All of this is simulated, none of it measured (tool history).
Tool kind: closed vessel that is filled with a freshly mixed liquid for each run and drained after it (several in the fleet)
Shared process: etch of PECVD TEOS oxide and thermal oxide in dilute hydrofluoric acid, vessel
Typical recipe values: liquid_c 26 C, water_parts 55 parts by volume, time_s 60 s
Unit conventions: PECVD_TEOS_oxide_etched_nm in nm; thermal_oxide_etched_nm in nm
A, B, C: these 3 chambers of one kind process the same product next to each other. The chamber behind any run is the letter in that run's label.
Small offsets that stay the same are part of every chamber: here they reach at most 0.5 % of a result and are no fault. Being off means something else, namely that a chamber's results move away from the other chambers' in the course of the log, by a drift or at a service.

run,hour,liquid_c,water_parts,time_s,hours since the thermometer was replaced,hours since the hydrofluoric acid flow meter was replaced,"read-back film thickness of the PECVD TEOS oxide reference wafer, read on the same gauge (nm)","read-back film thickness of the thermal oxide reference wafer, read on the same gauge (nm)",PECVD_TEOS_oxide_etched_nm,thermal_oxide_etched_nm
1C,4.3,26,55,60,392.5,1301.9,150,120.03,23.923,5.9587
2B,7.5,26,55,60,1244,373,150.01,120,23.828,5.8575
3A,14.2,26,55,60,41.3,652.1,150,119.99,24.117,5.9434
4C,18.6,26,55,60,406.8,1316.2,150,119.99,23.987,5.928
5B,23.7,26,55,60,1260.2,389.2,149.96,120,24.025,5.8808
6A,29.1,26,55,60,56.2,667,149.98,119.98,23.989,5.9826
7A,35.8,26,55,60,62.9,673.7,149.98,120.01,23.872,5.9793
8C,42.8,26,55,60,431,1340.4,150.01,120.01,23.86,5.9681
9B,48.4,26,55,60,1284.9,413.9,149.98,120.01,23.991,5.9219
10B,55.1,26,55,60,1291.6,420.6,149.99,120,23.973,5.89
11C,62.2,26,55,60,450.4,1359.8,149.97,120.01,23.724,5.9079
12A,65.5,26,55,60,92.6,703.4,150.02,120.02,24.022,5.8834
13A,70,26,55,60,97.1,707.9,149.99,120,24.001,6.0025
14C,73.6,26,55,60,461.8,1371.2,149.97,120.01,23.887,5.9224
15B,79.8,26,55,60,1316.3,445.3,150,119.99,23.918,5.9533
16B,83.2,26,55,60,1319.7,448.7,150.03,119.98,24.032,5.9001
# hour 87.4: chamber B: hydrofluoric acid flow meter replaced
17A,88.4,26,55,60,115.5,726.3,149.98,119.99,24.067,5.9707
18C,93.2,26,55,60,481.4,1390.8,150.06,119.99,23.834,5.9716
19C,98.1,26,55,60,486.3,1395.7,150,120.01,23.825,5.9494
20B,104.5,26,55,60,1341,17.2,150,120,23.873,5.9727
21A,111.4,21.5,55,90,138.5,749.3,150.04,119.99,30.114,7.4346
22B,114.6,21.5,55,90,1351.1,27.3,150,120.01,29.654,7.3798
23A,119.3,21.5,55,90,146.4,757.2,150,120.02,30.119,7.3758
24C,122.5,26,55,60,510.7,1420.1,150,120.01,23.855,5.9327
25B,126.3,26,55,60,1362.8,39,150.03,120.01,23.817,5.8953
26A,131,26,55,60,158.1,768.9,149.99,120.01,23.946,5.9503
27C,135.8,26,55,60,524,1433.4,150,119.98,23.834,5.977
28A,142.3,26,55,60,169.4,780.2,149.99,120.02,23.89,5.9312
29B,148.1,26,55,60,1384.6,60.8,149.97,120.03,23.896,5.9091
30C,154.4,26,55,60,542.6,1452,149.99,120,23.93,5.986
31A,160.9,26,55,60,188,798.8,149.99,119.99,24.01,5.9417
32B,165.4,26,35,60,1401.9,78.1,149.98,120,38.276,9.4621

What goes on in this fleet: one chamber off, a drifting gauge, or nothing beyond the chambers' own small offsets? Name the chamber and the cause, if any.

The fleet is healthy, with each chamber sitting at its usual small offset and no drift in the gauge.
